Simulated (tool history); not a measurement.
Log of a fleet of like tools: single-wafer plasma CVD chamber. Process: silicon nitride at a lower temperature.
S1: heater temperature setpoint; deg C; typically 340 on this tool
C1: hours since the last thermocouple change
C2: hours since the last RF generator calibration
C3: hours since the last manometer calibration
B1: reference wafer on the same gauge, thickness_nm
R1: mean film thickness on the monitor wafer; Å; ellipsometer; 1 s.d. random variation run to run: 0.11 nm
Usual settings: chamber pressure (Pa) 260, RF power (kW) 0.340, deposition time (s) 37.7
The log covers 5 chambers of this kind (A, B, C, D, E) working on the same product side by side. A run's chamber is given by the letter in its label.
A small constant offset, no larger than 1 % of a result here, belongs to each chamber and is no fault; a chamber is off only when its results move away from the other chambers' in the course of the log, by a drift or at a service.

{"run": "1D", "hour": 4.7, "S1": 340, "chamber pressure (Pa)": 260, "RF power (kW)": 0.34, "deposition time (s)": 37.7, "C1": 1469.2, "C2": 2184.3, "C3": 1085.2, "B1": 42.806, "R1": 509.55}
{"run": "2B", "hour": 15.5, "S1": 340, "chamber pressure (Pa)": 260, "RF power (kW)": 0.34, "deposition time (s)": 37.7, "C1": 437.4, "C2": 362.2, "C3": 1854.5, "B1": 42.787, "R1": 504.99}
{"run": "3A", "hour": 26.1, "S1": 340, "chamber pressure (Pa)": 260, "RF power (kW)": 0.34, "deposition time (s)": 37.7, "C1": 1660.8, "C2": 1663.5, "C3": 652.8, "B1": 42.792, "R1": 512.06}
{"run": "4C", "hour": 32.0, "S1": 340, "chamber pressure (Pa)": 260, "RF power (kW)": 0.34, "deposition time (s)": 37.7, "C1": 1001.5, "C2": 506.3, "C3": 1017.4, "B1": 42.809, "R1": 505.69}
{"run": "5E", "hour": 36.7, "S1": 340, "chamber pressure (Pa)": 260, "RF power (kW)": 0.34, "deposition time (s)": 37.7, "C1": 748.7, "C2": 785.6, "C3": 2019.6, "B1": 42.779, "R1": 507.68}
{"run": "6A", "hour": 47.4, "S1": 351, "chamber pressure (Pa)": 260, "RF power (kW)": 0.34, "deposition time (s)": 37.7, "C1": 1682.1, "C2": 1684.8, "C3": 674.1, "B1": 42.826, "R1": 512.13}
{"run": "7E", "hour": 55.5, "S1": 351, "chamber pressure (Pa)": 260, "RF power (kW)": 0.34, "deposition time (s)": 37.7, "C1": 767.5, "C2": 804.4, "C3": 2038.4, "B1": 42.801, "R1": 507.07}
{"run": "8C", "hour": 65.4, "S1": 351, "chamber pressure (Pa)": 260, "RF power (kW)": 0.34, "deposition time (s)": 37.7, "C1": 1034.9, "C2": 539.7, "C3": 1050.8, "B1": 42.799, "R1": 503.72}
{"run": "9B", "hour": 71.3, "S1": 351, "chamber pressure (Pa)": 260, "RF power (kW)": 0.34, "deposition time (s)": 37.7, "C1": 493.2, "C2": 418.0, "C3": 1910.3, "B1": 42.827, "R1": 502.72}
{"run": "10D", "hour": 77.1, "S1": 351, "chamber pressure (Pa)": 260, "RF power (kW)": 0.34, "deposition time (s)": 37.7, "C1": 1541.6, "C2": 2256.7, "C3": 1157.6, "B1": 42.796, "R1": 506.76}
{"run": "11A", "hour": 82.2, "S1": 340, "chamber pressure (Pa)": 260, "RF power (kW)": 0.34, "deposition time (s)": 32.1, "C1": 1716.9, "C2": 1719.6, "C3": 708.9, "B1": 42.822, "R1": 437.06}
{"run": "12B", "hour": 90.3, "S1": 340, "chamber pressure (Pa)": 260, "RF power (kW)": 0.34, "deposition time (s)": 32.1, "C1": 512.2, "C2": 437.0, "C3": 1929.3, "B1": 42.8, "R1": 429.66}
{"run": "13E", "hour": 95.3, "S1": 340, "chamber pressure (Pa)": 260, "RF power (kW)": 0.34, "deposition time (s)": 32.1, "C1": 807.3, "C2": 844.2, "C3": 2078.2, "B1": 42.807, "R1": 432.77}
{"run": "14C", "hour": 102.2, "S1": 340, "chamber pressure (Pa)": 260, "RF power (kW)": 0.34, "deposition time (s)": 32.1, "C1": 1071.7, "C2": 576.5, "C3": 1087.6, "B1": 42.818, "R1": 431.55}
{"run": "15D", "hour": 111.4, "S1": 340, "chamber pressure (Pa)": 260, "RF power (kW)": 0.34, "deposition time (s)": 32.1, "C1": 1575.9, "C2": 2291.0, "C3": 1191.9, "B1": 42.788, "R1": 432.25}
{"run": "16A", "hour": 121.2, "S1": 340, "chamber pressure (Pa)": 260, "RF power (kW)": 0.39, "deposition time (s)": 43.1, "C1": 1755.9, "C2": 1758.6, "C3": 747.9, "B1": 42.8, "R1": 637.57}
{"run": "17B", "hour": 130.7, "S1": 340, "chamber pressure (Pa)": 260, "RF power (kW)": 0.39, "deposition time (s)": 43.1, "C1": 552.6, "C2": 477.4, "C3": 1969.7, "B1": 42.81, "R1": 627.55}
{"run": "18C", "hour": 135.5, "S1": 340, "chamber pressure (Pa)": 260, "RF power (kW)": 0.39, "deposition time (s)": 43.1, "C1": 1105.0, "C2": 609.8, "C3": 1120.9, "B1": 42.805, "R1": 629.8}
{"run": "19E", "hour": 140.7, "S1": 340, "chamber pressure (Pa)": 260, "RF power (kW)": 0.39, "deposition time (s)": 43.1, "C1": 852.7, "C2": 889.6, "C3": 2123.6, "B1": 42.79, "R1": 633.19}
{"run": "20D", "hour": 148.7, "S1": 340, "chamber pressure (Pa)": 260, "RF power (kW)": 0.39, "deposition time (s)": 43.1, "C1": 1613.2, "C2": 2328.3, "C3": 1229.2, "B1": 42.819, "R1": 635.25}
{"run": "21B", "hour": 158.8, "S1": 340, "chamber pressure (Pa)": 260, "RF power (kW)": 0.34, "deposition time (s)": 37.7, "C1": 580.7, "C2": 505.5, "C3": 1997.8, "B1": 42.783, "R1": 505.69}
{"run": "22E", "hour": 164.8, "S1": 340, "chamber pressure (Pa)": 260, "RF power (kW)": 0.34, "deposition time (s)": 37.7, "C1": 876.8, "C2": 913.7, "C3": 2147.7, "B1": 42.789, "R1": 507.76}
{"run": "23A", "hour": 172.6, "S1": 340, "chamber pressure (Pa)": 260, "RF power (kW)": 0.34, "deposition time (s)": 37.7, "C1": 1807.3, "C2": 1810.0, "C3": 799.3, "B1": 42.8, "R1": 510.9}
{"run": "24D", "hour": 182.1, "S1": 348, "chamber pressure (Pa)": 260, "RF power (kW)": 0.365, "deposition time (s)": 37.7, "C1": 1646.6, "C2": 2361.7, "C3": 1262.6, "B1": 42.793, "R1": 529.81}
{"run": "25C", "hour": 191.4, "S1": 348, "chamber pressure (Pa)": 260, "RF power (kW)": 0.365, "deposition time (s)": 37.7, "C1": 1160.9, "C2": 665.7, "C3": 1176.8, "B1": 42.812, "R1": 528.95}
{"run": "26D", "hour": 200.1, "S1": 348, "chamber pressure (Pa)": 260, "RF power (kW)": 0.365, "deposition time (s)": 37.7, "C1": 1664.6, "C2": 2379.7, "C3": 1280.6, "B1": 42.788, "R1": 528.0}
{"run": "27A", "hour": 207.3, "S1": 348, "chamber pressure (Pa)": 260, "RF power (kW)": 0.365, "deposition time (s)": 37.7, "C1": 1842.0, "C2": 1844.7, "C3": 834.0, "B1": 42.804, "R1": 536.82}
{"run": "28E", "hour": 215.6, "S1": 348, "chamber pressure (Pa)": 260, "RF power (kW)": 0.365, "deposition time (s)": 37.7, "C1": 927.6, "C2": 964.5, "C3": 2198.5, "B1": 42.799, "R1": 530.25}
{"run": "29B", "hour": 223.7, "S1": 340, "chamber pressure (Pa)": 260, "RF power (kW)": 0.285, "deposition time (s)": 37.7, "C1": 645.6, "C2": 570.4, "C3": 2062.7, "B1": 42.805, "R1": 450.7}
{"run": "30C", "hour": 231.2, "S1": 340, "chamber pressure (Pa)": 260, "RF power (kW)": 0.285, "deposition time (s)": 37.7, "C1": 1200.7, "C2": 705.5, "C3": 1216.6, "B1": 42.819, "R1": 449.39}
{"run": "31B", "hour": 238.6, "S1": 340, "chamber pressure (Pa)": 260, "RF power (kW)": 0.285, "deposition time (s)": 37.7, "C1": 660.5, "C2": 585.3, "C3": 2077.6, "B1": 42.802, "R1": 450.61}
{"run": "32A", "hour": 246.3, "S1": 340, "chamber pressure (Pa)": 260, "RF power (kW)": 0.285, "deposition time (s)": 37.7, "C1": 1881.0, "C2": 1883.7, "C3": 873.0, "B1": 42.788, "R1": 455.38}
{"run": "33D", "hour": 253.5, "S1": 340, "chamber pressure (Pa)": 260, "RF power (kW)": 0.285, "deposition time (s)": 37.7, "C1": 1718.0, "C2": 2433.1, "C3": 1334.0, "B1": 42.781, "R1": 451.93}
{"hour": 254.6, "done": "chamber E: capacitance manometer re-zeroed and calibrated"}
{"run": "34C", "hour": 259.2, "S1": 340, "chamber pressure (Pa)": 260, "RF power (kW)": 0.34, "deposition time (s)": 37.7, "C1": 1228.7, "C2": 733.5, "C3": 1244.6, "B1": 42.801, "R1": 507.47}
{"run": "35E", "hour": 268.6, "S1": 340, "chamber pressure (Pa)": 260, "RF power (kW)": 0.34, "deposition time (s)": 37.7, "C1": 980.6, "C2": 1017.5, "C3": 14.0, "B1": 42.782, "R1": 508.32}
{"run": "36C", "hour": 276.4, "S1": 331, "chamber pressure (Pa)": 260, "RF power (kW)": 0.34, "deposition time (s)": 43.1, "C1": 1245.9, "C2": 750.7, "C3": 1261.8, "B1": 42.803, "R1": 580.86}
{"run": "37A", "hour": 283.3, "S1": 331, "chamber pressure (Pa)": 260, "RF power (kW)": 0.34, "deposition time (s)": 43.1, "C1": 1918.0, "C2": 1920.7, "C3": 910.0, "B1": 42.811, "R1": 588.6}
{"run": "38D", "hour": 294.0, "S1": 331, "chamber pressure (Pa)": 260, "RF power (kW)": 0.34, "deposition time (s)": 43.1, "C1": 1758.5, "C2": 2473.6, "C3": 1374.5, "B1": 42.813, "R1": 584.75}
{"run": "39B", "hour": 301.5, "S1": 331, "chamber pressure (Pa)": 260, "RF power (kW)": 0.34, "deposition time (s)": 43.1, "C1": 723.4, "C2": 648.2, "C3": 2140.5, "B1": 42.786, "R1": 575.96}
{"run": "40E", "hour": 309.9, "S1": 331, "chamber pressure (Pa)": 260, "RF power (kW)": 0.34, "deposition time (s)": 43.1, "C1": 1021.9, "C2": 1058.8, "C3": 55.3, "B1": 42.786, "R1": 583.25}

Decide between three cases: one chamber stands off from its peers, the gauge reading all wafers drifts, or nothing is wrong past each chamber's small offset. Where a chamber is off, say which and what most likely put it there.

No chamber is off and the gauge is stable; the differences are just each chamber's small, constant offset.
